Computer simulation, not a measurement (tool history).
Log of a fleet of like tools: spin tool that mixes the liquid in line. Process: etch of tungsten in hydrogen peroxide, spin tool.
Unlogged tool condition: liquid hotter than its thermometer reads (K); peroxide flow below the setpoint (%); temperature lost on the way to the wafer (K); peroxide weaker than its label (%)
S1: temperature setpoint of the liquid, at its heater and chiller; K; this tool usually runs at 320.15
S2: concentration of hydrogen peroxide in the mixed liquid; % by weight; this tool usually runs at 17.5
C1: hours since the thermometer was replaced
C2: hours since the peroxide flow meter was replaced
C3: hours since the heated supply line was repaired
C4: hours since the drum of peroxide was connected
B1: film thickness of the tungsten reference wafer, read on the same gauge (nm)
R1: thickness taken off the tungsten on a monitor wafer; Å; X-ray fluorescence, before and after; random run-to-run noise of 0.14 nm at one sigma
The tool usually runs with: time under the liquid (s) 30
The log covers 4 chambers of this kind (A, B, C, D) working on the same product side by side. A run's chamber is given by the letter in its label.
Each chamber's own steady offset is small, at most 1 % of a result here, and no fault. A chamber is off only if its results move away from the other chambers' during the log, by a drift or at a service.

Run 1A, hour 7.2: usual settings; C1 226.8; C2 144; C3 737.4; C4 358.7; B1 89.987. Result: R1 264.08 Å.
Run 2C, hour 13.9: usual settings; C1 1122.2; C2 1265.9; C3 794.4; C4 32.1; B1 90.026. Result: R1 266.53 Å.
At hour 14.6: chamber B: new drum of peroxide connected.
Run 3B, hour 24.2: usual settings; C1 358.1; C2 1050.1; C3 1434.9; C4 9.6; B1 89.983. Result: R1 264.47 Å.
Run 4D, hour 37.3: usual settings; C1 689.5; C2 341.5; C3 3368.5; C4 58; B1 90.002. Result: R1 262.88 Å.
At hour 38.3: chamber C: thermometer replaced.
At hour 39.7: chamber B: peroxide flow meter replaced.
Run 5A, hour 45: usual settings but S1 328.15 K, time under the liquid (s) 35; C1 264.6; C2 181.8; C3 775.2; C4 396.5; B1 89.989. Result: R1 507.59 Å.
Run 6C, hour 54.1: usual settings but S1 328.15 K, time under the liquid (s) 35; C1 15.8; C2 1306.1; C3 834.6; C4 72.3; B1 90.003. Result: R1 508.1 Å.
Run 7B, hour 64.7: usual settings but S1 328.15 K, time under the liquid (s) 35; C1 398.6; C2 25.1; C3 1475.4; C4 50.1; B1 89.964. Result: R1 503.67 Å.
Run 8D, hour 71.2: usual settings but S1 328.15 K, time under the liquid (s) 35; C1 723.4; C2 375.4; C3 3402.4; C4 91.9; B1 89.991. Result: R1 507.95 Å.
Run 9A, hour 82.5: usual settings; C1 302.1; C2 219.3; C3 812.7; C4 434; B1 90.012. Result: R1 265.59 Å.
Run 10D, hour 90.9: usual settings; C1 743.1; C2 395.1; C3 3422.1; C4 111.6; B1 89.961. Result: R1 265.88 Å.
Run 11B, hour 99.9: usual settings; C1 433.8; C2 60.3; C3 1510.6; C4 85.3; B1 89.976. Result: R1 263.95 Å.
Run 12C, hour 110.9: usual settings; C1 72.6; C2 1362.9; C3 891.4; C4 129.1; B1 90.013. Result: R1 267.13 Å.
Run 13B, hour 120.8: usual settings but S1 326.15 K, S2 13.5 % by weight; C1 454.7; C2 81.2; C3 1531.5; C4 106.2; B1 90.034. Result: R1 332.4 Å.
Run 14C, hour 130.9: usual settings but S1 326.15 K, S2 13.5 % by weight; C1 92.6; C2 1382.9; C3 911.4; C4 149.1; B1 89.97. Result: R1 339.43 Å.
Run 15D, hour 144.3: usual settings but S1 326.15 K, S2 13.5 % by weight; C1 796.5; C2 448.5; C3 3475.5; C4 165; B1 89.995. Result: R1 334.82 Å.
Run 16A, hour 155.6: usual settings but S1 326.15 K, S2 13.5 % by weight; C1 375.2; C2 292.4; C3 885.8; C4 507.1; B1 89.963. Result: R1 340.7 Å.
Run 17A, hour 163.4: usual settings; C1 383; C2 300.2; C3 893.6; C4 514.9; B1 89.994. Result: R1 267.45 Å.
Run 18B, hour 170.8: usual settings; C1 504.7; C2 131.2; C3 1581.5; C4 156.2; B1 89.994. Result: R1 264.73 Å.
Run 19C, hour 179.9: usual settings; C1 141.6; C2 1431.9; C3 960.4; C4 198.1; B1 89.985. Result: R1 266.23 Å.
Run 20D, hour 187.5: usual settings; C1 839.7; C2 491.7; C3 3518.7; C4 208.2; B1 89.95. Result: R1 265.92 Å.
At hour 189: chamber D: heated supply line repaired.
Run 21C, hour 197.7: usual settings; C1 159.4; C2 1449.7; C3 978.2; C4 215.9; B1 90.033. Result: R1 265.06 Å.
Run 22B, hour 206.9: usual settings; C1 540.8; C2 167.3; C3 1617.6; C4 192.3; B1 89.994. Result: R1 262.77 Å.
Run 23D, hour 215.3: usual settings; C1 867.5; C2 519.5; C3 26.3; C4 236; B1 89.982. Result: R1 266.2 Å.
Run 24A, hour 228: usual settings; C1 447.6; C2 364.8; C3 958.2; C4 579.5; B1 89.991. Result: R1 264.82 Å.
Run 25D, hour 240.3: usual settings; C1 892.5; C2 544.5; C3 51.3; C4 261; B1 90.03. Result: R1 266.12 Å.
At hour 244.7: chamber A: new drum of peroxide connected.
Run 26B, hour 249.9: usual settings; C1 583.8; C2 210.3; C3 1660.6; C4 235.3; B1 90.011. Result: R1 265.68 Å.
Run 27A, hour 256.7: usual settings; C1 476.3; C2 393.5; C3 986.9; C4 12.1; B1 89.988. Result: R1 266.53 Å.
Run 28C, hour 264.2: usual settings; C1 225.9; C2 1516.2; C3 1044.7; C4 282.4; B1 90.019. Result: R1 264.61 Å.
Run 29A, hour 278.4: usual settings; C1 498; C2 415.2; C3 1008.6; C4 33.8; B1 89.985. Result: R1 264.69 Å.
Run 30C, hour 286: usual settings; C1 247.7; C2 1538; C3 1066.5; C4 304.2; B1 90.032. Result: R1 266.19 Å.
Run 31D, hour 296.5: usual settings; C1 948.7; C2 600.7; C3 107.5; C4 317.2; B1 90.023. Result: R1 265.5 Å.
Run 32B, hour 309.1: usual settings; C1 643; C2 269.5; C3 1719.8; C4 294.5; B1 89.983. Result: R1 264.14 Å.

For the next run the whole fleet of 4 chambers uses the same settings. Give each chamber's results:
Run 33A, hour 319.9: usual settings. Result: R1 ?.
Run 33B, hour 319.9: usual settings. Result: R1 ?.
Run 33C, hour 319.9: usual settings. Result: R1 ?.
Run 33D, hour 319.9: usual settings. Result: R1 ?.

run      R1
33A  265.13
33B  264.16
33C  266.28
33D  266.33
